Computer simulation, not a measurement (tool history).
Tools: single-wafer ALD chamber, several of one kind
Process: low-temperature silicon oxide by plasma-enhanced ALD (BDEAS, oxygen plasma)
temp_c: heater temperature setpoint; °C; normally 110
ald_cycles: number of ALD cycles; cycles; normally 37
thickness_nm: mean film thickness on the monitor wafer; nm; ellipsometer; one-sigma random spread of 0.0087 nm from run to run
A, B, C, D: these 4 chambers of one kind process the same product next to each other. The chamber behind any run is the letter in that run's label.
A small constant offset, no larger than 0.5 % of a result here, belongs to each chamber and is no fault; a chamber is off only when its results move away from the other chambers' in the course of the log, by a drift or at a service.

run,hour,temp_c,ald_cycles,"read-back reference wafer on the same gauge, thickness_nm",thickness_nm
1C,9.2,110,37,4.3010,5.1979
2D,15.2,110,37,4.3030,5.1835
3A,22.7,110,37,4.3019,5.1920
4B,30.8,110,37,4.3054,5.1977
5C,35.3,110,37,4.3045,5.2105
6B,41.4,110,37,4.3045,5.1944
7A,47.6,110,37,4.3064,5.2084
8D,56.9,110,37,4.3064,5.1664
9D,62.4,110,37,4.3079,5.1770
10B,70.8,110,37,4.3084,5.2055
11A,77.4,110,37,4.3092,5.2149
12C,82.4,120,37,4.3093,5.1061
13C,89.9,120,37,4.3125,5.1062
14D,95.6,120,37,4.3109,5.0805
15B,102.0,120,37,4.3125,5.1020
16A,111.2,110,37,4.3151,5.2089
17D,119.0,110,37,4.3154,5.1917
18B,125.9,110,37,4.3162,5.2110
19C,134.4,110,37,4.3156,5.2099
20A,142.6,102,37,4.3179,5.3066
21B,151.3,102,37,4.3179,5.2954
22A,158.1,102,37,4.3202,5.3003
23C,165.3,102,37,4.3182,5.3133
24D,172.9,110,37,4.3236,5.1937
25A,181.7,110,37,4.3220,5.2343
26C,188.3,110,37,4.3227,5.2364
27D,192.7,110,37,4.3253,5.1837
28B,201.1,116,37,4.3255,5.1571
29C,205.8,116,37,4.3244,5.1792
30B,213.2,116,37,4.3276,5.1653
31A,221.4,116,37,4.3272,5.1978
32D,229.1,119,31,4.3293,4.2992

Next, all 4 chambers run the settings below, one line each with question marks for the results. What does each chamber give?
33A,236.4,101,37,,?
33B,236.4,101,37,,?
33C,236.4,101,37,,?
33D,236.4,101,37,,?

run,thickness_nm
33A,5.3328
33B,5.2964
33C,5.3281
33D,5.2969

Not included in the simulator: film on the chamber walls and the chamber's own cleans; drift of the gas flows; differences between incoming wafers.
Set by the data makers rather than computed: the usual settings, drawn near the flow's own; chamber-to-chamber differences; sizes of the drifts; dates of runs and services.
